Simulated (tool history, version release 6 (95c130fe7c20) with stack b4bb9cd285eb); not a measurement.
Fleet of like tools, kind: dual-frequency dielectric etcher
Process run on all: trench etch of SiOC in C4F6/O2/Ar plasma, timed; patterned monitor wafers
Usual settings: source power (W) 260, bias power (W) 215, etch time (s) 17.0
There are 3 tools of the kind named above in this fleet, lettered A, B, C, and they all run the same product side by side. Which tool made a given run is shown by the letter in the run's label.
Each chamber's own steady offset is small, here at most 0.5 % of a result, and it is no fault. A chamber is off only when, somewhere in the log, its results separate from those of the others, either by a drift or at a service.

run	hour	source power (W)	bias power (W)	etch time (s)	read-back reference wafer on the same gauge, depth_nm	mean etch depth across the wafer (nm)
1A	5.5	260	215	17.0	37.932	31.684
2C	9.4	260	215	17.0	37.939	31.783
3B	13.1	260	215	17.0	37.868	32.022
4C	18.0	260	215	17.0	37.925	31.877
5B	22.5	260	215	17.0	37.875	32.081
6A	25.2	260	215	17.0	37.904	31.191
7A	28.5	260	215	17.0	37.930	31.718
8B	32.3	260	215	17.0	37.938	31.848
9C	36.7	260	215	17.0	37.902	31.749
10B	41.8	300	215	17.0	37.877	33.635
11C	45.5	300	215	17.0	37.888	33.824
# hour 46.7: chamber A: wet clean of the chamber
12A	50.3	300	215	17.0	37.888	32.332
13B	54.3	260	215	17.0	37.919	31.891
14A	59.5	260	215	17.0	37.877	30.444
15C	63.9	230	215	17.0	37.891	30.189
16C	66.5	230	215	17.0	37.944	30.389
17B	69.1	230	215	17.0	37.869	30.040
18A	72.9	260	191	17.0	37.876	29.330
19C	76.4	260	191	17.0	37.838	30.592
20A	79.7	260	191	17.0	37.927	29.451
21B	83.1	260	215	17.0	37.942	31.941
22A	88.1	260	215	17.0	37.913	30.397
23C	93.6	200	215	17.0	37.879	28.735
24B	97.5	200	215	17.0	37.872	28.805
25C	101.5	200	215	17.0	37.952	28.793
26B	106.4	260	215	17.0	37.900	31.917
27A	110.9	260	215	17.0	37.941	30.182
28A	115.3	260	215	17.0	37.919	30.383
29B	117.9	260	165	13.0	37.901	22.468
30C	121.7	260	165	13.0	37.912	22.142
31A	126.3	260	165	13.0	37.872	21.178
32C	130.5	260	215	17.0	37.902	31.738
33B	133.0	260	215	17.0	37.916	31.584
34C	135.9	260	215	17.0	37.844	31.703
35A	140.8	260	173	20.0	37.887	33.220
36B	145.0	260	173	20.0	37.890	34.830

Has any chamber moved away from the others, gradually or after a service, or does the common gauge drift, or do the chambers differ only by their own small steady offsets? State the chamber and the most likely cause if one applies.

Chamber A came out of a service off from its peers and stayed that way.
Most likely cause: etch rate under this chamber's usual, % = 3.85.

Below are 4 candidate recipes for chamber A's next run, each the usual settings with a change, their results shown as question marks. Which of them brings A's results back in line with what the other chambers give on the usual settings?
Maximum distance from the other chambers' mean on the usual settings for a result to count as in line: mean etch depth across the wafer (nm) 0.580
37A-1	149.0	230	215	17.0		?
37A-2	149.0	260	171	17.0		?
37A-3	149.0	290	215	17.0		?
37A-4	149.0	290	239	17.0		?

On the usual settings, the other chambers give on average: mean etch depth across the wafer (nm) 31.789
run	mean etch depth across the wafer (nm)
37A-1	29.013
37A-2	28.141
37A-3	31.654
37A-4	32.821
The right change is 37A-3: it brings the chamber back within the allowed miss of the others.
